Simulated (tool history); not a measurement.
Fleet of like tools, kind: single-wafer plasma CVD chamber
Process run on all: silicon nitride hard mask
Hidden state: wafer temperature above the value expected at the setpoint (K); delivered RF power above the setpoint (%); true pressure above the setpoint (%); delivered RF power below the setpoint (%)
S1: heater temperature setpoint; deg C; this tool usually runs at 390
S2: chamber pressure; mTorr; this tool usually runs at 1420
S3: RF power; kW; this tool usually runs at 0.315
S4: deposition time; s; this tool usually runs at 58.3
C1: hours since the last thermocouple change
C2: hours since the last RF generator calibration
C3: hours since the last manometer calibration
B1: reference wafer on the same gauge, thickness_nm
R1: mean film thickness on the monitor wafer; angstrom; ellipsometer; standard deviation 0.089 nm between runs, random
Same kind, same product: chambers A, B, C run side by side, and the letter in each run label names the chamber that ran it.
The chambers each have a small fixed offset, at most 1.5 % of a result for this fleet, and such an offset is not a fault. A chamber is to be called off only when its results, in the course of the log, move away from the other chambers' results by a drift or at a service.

| run | hour | S1 | S2 | S3 | S4 | C1 | C2 | C3 | B1 | R1 |
|---|---|---|---|---|---|---|---|---|---|---|
| 1C | 11.5 | 390 | 1420 | 0.315 | 58.3 | 71.5 | 132.7 | 628.8 | 65.300 | 681.17 |
| 2A | 20.1 | 390 | 1420 | 0.315 | 58.3 | 196.1 | 213.0 | 1273.5 | 65.272 | 672.49 |
| 3B | 29.1 | 390 | 1420 | 0.315 | 58.3 | 592.8 | 1495.4 | 658.0 | 65.300 | 673.69 |
| 4A | 36.3 | 390 | 1420 | 0.315 | 58.3 | 212.3 | 229.2 | 1289.7 | 65.273 | 672.15 |
| 5C | 45.3 | 390 | 1420 | 0.315 | 58.3 | 105.3 | 166.5 | 662.6 | 65.270 | 678.10 |
| 6B | 54.5 | 390 | 1420 | 0.315 | 58.3 | 618.2 | 1520.8 | 683.4 | 65.262 | 673.01 |
| 7C | 62.2 | 390 | 1420 | 0.315 | 58.3 | 122.2 | 183.4 | 679.5 | 65.252 | 677.95 |
| 8A | 69.6 | 390 | 1420 | 0.315 | 58.3 | 245.6 | 262.5 | 1323.0 | 65.231 | 670.64 |
| 9B | 80.1 | 390 | 1420 | 0.315 | 58.3 | 643.8 | 1546.4 | 709.0 | 65.223 | 673.78 |
|  | 82.7 | chamber A: capacitance manometer re-zeroed and calibrated |
| 10B | 92.1 | 390 | 1420 | 0.315 | 58.3 | 655.8 | 1558.4 | 721.0 | 65.217 | 673.32 |
| 11C | 98.1 | 390 | 1420 | 0.315 | 58.3 | 158.1 | 219.3 | 715.4 | 65.198 | 679.15 |
| 12A | 106.7 | 390 | 1420 | 0.315 | 58.3 | 282.7 | 299.6 | 24.0 | 65.214 | 670.19 |
| 13A | 113.8 | 390 | 1420 | 0.315 | 58.3 | 289.8 | 306.7 | 31.1 | 65.213 | 670.58 |
| 14C | 120.5 | 390 | 1420 | 0.315 | 58.3 | 180.5 | 241.7 | 737.8 | 65.169 | 677.31 |
| 15B | 128.8 | 390 | 1420 | 0.315 | 58.3 | 692.5 | 1595.1 | 757.7 | 65.169 | 672.07 |
| 16B | 137.8 | 390 | 1420 | 0.315 | 58.3 | 701.5 | 1604.1 | 766.7 | 65.157 | 672.37 |
| 17C | 146.0 | 390 | 1420 | 0.315 | 58.3 | 206.0 | 267.2 | 763.3 | 65.164 | 678.81 |
| 18A | 155.0 | 390 | 1420 | 0.360 | 63.5 | 331.0 | 347.9 | 72.3 | 65.150 | 793.97 |
| 19C | 163.0 | 390 | 1420 | 0.360 | 63.5 | 223.0 | 284.2 | 780.3 | 65.148 | 805.48 |
| 20A | 169.3 | 390 | 1420 | 0.360 | 63.5 | 345.3 | 362.2 | 86.6 | 65.144 | 794.83 |
| 21B | 179.0 | 390 | 1420 | 0.315 | 58.3 | 742.7 | 1645.3 | 807.9 | 65.131 | 672.93 |
| 22A | 188.9 | 390 | 1740 | 0.315 | 58.3 | 364.9 | 381.8 | 106.2 | 65.117 | 710.83 |
| 23B | 200.0 | 390 | 1740 | 0.315 | 58.3 | 763.7 | 1666.3 | 828.9 | 65.107 | 714.44 |
| 24C | 210.3 | 390 | 1740 | 0.315 | 58.3 | 270.3 | 331.5 | 827.6 | 65.113 | 720.04 |
| 25C | 222.0 | 390 | 1130 | 0.345 | 58.3 | 282.0 | 343.2 | 839.3 | 65.106 | 668.71 |
| 26A | 228.5 | 390 | 1130 | 0.345 | 58.3 | 404.5 | 421.4 | 145.8 | 65.083 | 660.92 |
| 27B | 238.6 | 390 | 1130 | 0.345 | 58.3 | 802.3 | 1704.9 | 867.5 | 65.086 | 661.82 |
| 28B | 245.3 | 390 | 1420 | 0.315 | 58.3 | 809.0 | 1711.6 | 874.2 | 65.070 | 672.52 |
| 29A | 251.2 | 390 | 1420 | 0.315 | 58.3 | 427.2 | 444.1 | 168.5 | 65.045 | 670.15 |
| 30C | 261.7 | 390 | 1420 | 0.275 | 58.3 | 321.7 | 382.9 | 879.0 | 65.052 | 617.23 |
| 31C | 272.6 | 390 | 1420 | 0.275 | 58.3 | 332.6 | 393.8 | 889.9 | 65.056 | 616.02 |
| 32B | 284.6 | 390 | 1420 | 0.275 | 58.3 | 848.3 | 1750.9 | 913.5 | 65.039 | 614.45 |
| 33A | 291.2 | 390 | 1420 | 0.315 | 58.3 | 467.2 | 484.1 | 208.5 | 65.037 | 669.47 |
| 34A | 297.3 | 390 | 1420 | 0.315 | 58.3 | 473.3 | 490.2 | 214.6 | 65.020 | 670.10 |
| 35B | 305.7 | 390 | 1420 | 0.315 | 58.3 | 869.4 | 1772.0 | 934.6 | 65.017 | 671.83 |
| 36C | 313.5 | 385 | 1420 | 0.290 | 58.3 | 373.5 | 434.7 | 930.8 | 65.004 | 641.80 |
| 37C | 322.9 | 385 | 1420 | 0.290 | 58.3 | 382.9 | 444.1 | 940.2 | 64.986 | 641.57 |
| 38B | 331.1 | 385 | 1420 | 0.290 | 58.3 | 894.8 | 1797.4 | 960.0 | 64.967 | 637.10 |
| 39A | 342.2 | 390 | 1420 | 0.315 | 58.3 | 518.2 | 535.1 | 259.5 | 64.972 | 668.20 |
| 40C | 351.9 | 390 | 1560 | 0.315 | 58.3 | 411.9 | 473.1 | 969.2 | 64.984 | 694.75 |
| 41B | 358.4 | 390 | 1560 | 0.315 | 58.3 | 922.1 | 1824.7 | 987.3 | 64.984 | 690.28 |
| 42A | 367.8 | 390 | 1560 | 0.315 | 58.3 | 543.8 | 560.7 | 285.1 | 64.947 | 687.00 |

The same settings go to every chamber for the next run, one line per chamber below. Forecast the results for each:
| 43A | 376.7 | 390 | 1420 | 0.315 | 58.3 |  |  |  |  | ? |
| 43B | 376.7 | 390 | 1420 | 0.315 | 58.3 |  |  |  |  | ? |
| 43C | 376.7 | 390 | 1420 | 0.315 | 58.3 |  |  |  |  | ? |

| run | R1 |
|---|---|
| 43A | 669.83 |
| 43B | 669.22 |
| 43C | 675.64 |
